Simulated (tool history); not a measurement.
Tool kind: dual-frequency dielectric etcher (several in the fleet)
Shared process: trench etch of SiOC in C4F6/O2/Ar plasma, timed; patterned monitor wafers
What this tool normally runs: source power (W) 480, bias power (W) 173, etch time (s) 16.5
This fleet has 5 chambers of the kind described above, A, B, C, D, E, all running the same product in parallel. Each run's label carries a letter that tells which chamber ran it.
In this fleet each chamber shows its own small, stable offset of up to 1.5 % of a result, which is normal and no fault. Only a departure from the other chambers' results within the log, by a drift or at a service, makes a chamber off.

run,day,source power (W),bias power (W),etch time (s),hours since the last wet clean,hours since the last source power generator calibration,hours since the last bias power generator calibration,"read-back reference wafer on the same gauge, depth_nm",mean etch depth across the wafer (nm)
1C,0.442,480,173,16.5,551.1,124.8,3769.4,36.278,36.591
2B,0.817,480,173,16.5,53.8,583.9,717.5,36.318,36.709
3E,1.175,480,173,16.5,172.8,2388.3,619.4,36.307,36.686
4A,1.512,480,173,16.5,244.3,1833.2,4855.5,36.322,36.352
5D,1.912,480,173,16.5,616.1,56.8,1657.2,36.309,36.570
6B,2.296,480,173,16.5,89.3,619.4,753.0,36.302,36.710
7D,2.658,480,206,19.5,634.0,74.7,1675.1,36.316,45.329
8A,3.029,480,206,19.5,280.7,1869.6,4891.9,36.316,45.477
9E,3.379,480,206,19.5,225.7,2441.2,672.3,36.285,45.664
# day 3.738: chamber D: wet clean of the chamber
10C,3.904,480,206,19.5,634.2,207.9,3852.5,36.286,45.881
11A,4.304,480,206,19.5,311.3,1900.2,4922.5,36.295,45.666
12C,4.775,370,173,14.5,655.1,228.8,3873.4,36.296,29.076
# day 4.929: chamber A: source power generator calibrated
13B,5.225,370,173,14.5,159.6,689.7,823.3,36.287,29.178
14E,5.588,370,173,14.5,278.7,2494.2,725.3,36.296,29.254
# day 5.917: chamber C: wet clean of the chamber
15D,6.017,370,173,14.5,54.7,155.3,1755.7,36.303,29.030
16A,6.442,370,173,14.5,362.6,36.3,4973.8,36.299,28.903
17E,6.929,480,173,16.5,310.9,2526.4,757.5,36.342,36.798
18B,7.171,480,173,16.5,206.3,736.4,870.0,36.285,36.738
# day 7.467: chamber E: wet clean of the chamber
19D,7.721,480,173,16.5,95.6,196.2,1796.6,36.293,36.378
20C,8.083,480,173,16.5,52.1,308.2,3952.8,36.296,35.991
21A,8.404,480,173,16.5,409.7,83.4,5020.9,36.297,36.336
# day 8.638: chamber A: bias power generator calibrated
22D,8.683,480,173,16.5,118.7,219.3,1819.7,36.295,36.259
23B,8.929,480,173,16.5,248.5,778.6,912.2,36.280,36.779
24E,9.438,480,173,16.5,47.4,2586.6,817.7,36.281,36.691
25C,9.892,480,173,16.5,95.5,351.6,3996.2,36.286,35.676
26B,10.225,480,173,16.5,279.6,809.7,943.3,36.296,36.651
27C,10.492,480,173,16.5,109.9,366.0,4010.6,36.283,35.739
28A,10.912,480,173,16.5,469.9,143.6,54.6,36.319,36.310
29D,11.179,480,209,18.5,178.6,279.2,1879.6,36.306,43.470
30E,11.488,480,209,18.5,96.6,2635.8,866.9,36.275,43.599
31C,11.896,480,209,18.5,143.6,399.7,4044.3,36.285,42.489
32E,12.279,480,209,18.5,115.6,2654.8,885.9,36.304,43.362
33A,12.592,480,209,18.5,510.2,183.9,94.9,36.274,43.137
34B,12.942,480,173,16.5,344.8,874.9,1008.5,36.275,36.718
35D,13.229,480,173,16.5,227.8,328.4,1928.8,36.288,36.173
36B,13.483,370,173,16.5,357.8,887.9,1021.5,36.294,33.048
37E,13.796,370,173,16.5,152.0,2691.2,922.3,36.290,32.880
38A,14.150,370,173,16.5,547.6,221.3,132.3,36.294,32.830
39C,14.575,370,173,16.5,207.9,464.0,4108.6,36.331,32.373

Predict what each chamber gives when all 5 of them run the settings below next.
40A,14.971,480,173,16.5,,,,,?
40B,14.971,480,173,16.5,,,,,?
40C,14.971,480,173,16.5,,,,,?
40D,14.971,480,173,16.5,,,,,?
40E,14.971,480,173,16.5,,,,,?

run,mean etch depth across the wafer (nm)
40A,36.515
40B,36.779
40C,35.668
40D,36.314
40E,36.807

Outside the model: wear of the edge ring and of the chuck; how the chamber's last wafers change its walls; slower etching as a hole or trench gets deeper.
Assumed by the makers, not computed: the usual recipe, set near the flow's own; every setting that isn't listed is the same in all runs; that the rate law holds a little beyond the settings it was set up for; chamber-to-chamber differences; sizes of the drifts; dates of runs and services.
